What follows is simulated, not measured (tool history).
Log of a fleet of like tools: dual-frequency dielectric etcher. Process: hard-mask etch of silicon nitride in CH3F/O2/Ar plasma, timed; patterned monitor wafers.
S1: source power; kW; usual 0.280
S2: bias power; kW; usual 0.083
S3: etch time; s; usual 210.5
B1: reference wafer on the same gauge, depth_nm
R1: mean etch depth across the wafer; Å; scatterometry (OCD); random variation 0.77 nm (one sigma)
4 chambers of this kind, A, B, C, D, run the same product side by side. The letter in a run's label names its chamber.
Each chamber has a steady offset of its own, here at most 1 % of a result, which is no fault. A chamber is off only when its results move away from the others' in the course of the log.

run	hour	S1	S2	S3	B1	R1
1A	6.2	0.280	0.083	210.5	125.01	1359.2
# hour 9.5: chamber D: wet clean of the chamber
2B	10.8	0.280	0.083	210.5	125.20	1368.8
3C	16.8	0.280	0.083	210.5	124.97	1342.6
4D	21.9	0.280	0.083	210.5	125.03	1357.0
5C	27.4	0.280	0.083	210.5	125.10	1339.1
6A	34.1	0.280	0.083	210.5	125.08	1374.5
7B	40.3	0.280	0.083	210.5	124.84	1359.9
8D	45.9	0.280	0.083	210.5	125.02	1349.1
9B	50.4	0.280	0.083	210.5	124.99	1356.9
10D	54.4	0.280	0.083	210.5	125.18	1347.8
11A	59.6	0.280	0.083	210.5	124.79	1359.3
12C	62.9	0.280	0.083	210.5	125.05	1332.1
13A	67.6	0.280	0.083	210.5	125.17	1374.4
14B	73.1	0.220	0.077	210.5	124.93	1207.2
15C	78.3	0.220	0.077	210.5	124.93	1193.8
16D	85.2	0.220	0.077	210.5	125.09	1204.5
17B	89.7	0.220	0.077	210.5	125.25	1205.4
18A	94.0	0.280	0.083	210.5	125.13	1363.5
19C	99.4	0.280	0.083	210.5	124.99	1345.0
20D	105.4	0.280	0.083	210.5	124.89	1358.6
21A	110.0	0.280	0.083	210.5	125.12	1353.5
22D	115.7	0.280	0.083	210.5	125.01	1358.0
23B	120.6	0.280	0.083	210.5	125.06	1356.2
24C	125.6	0.280	0.083	210.5	124.92	1346.4
25B	131.2	0.280	0.083	210.5	125.02	1359.4
26A	138.6	0.280	0.083	210.5	124.87	1373.3

Is one chamber off against the others, does the gauge drift, or is nothing wrong? If a chamber is off, say which, and what the likeliest cause is.

No chamber stands off beyond its own small offset, and the gauge holds steady.
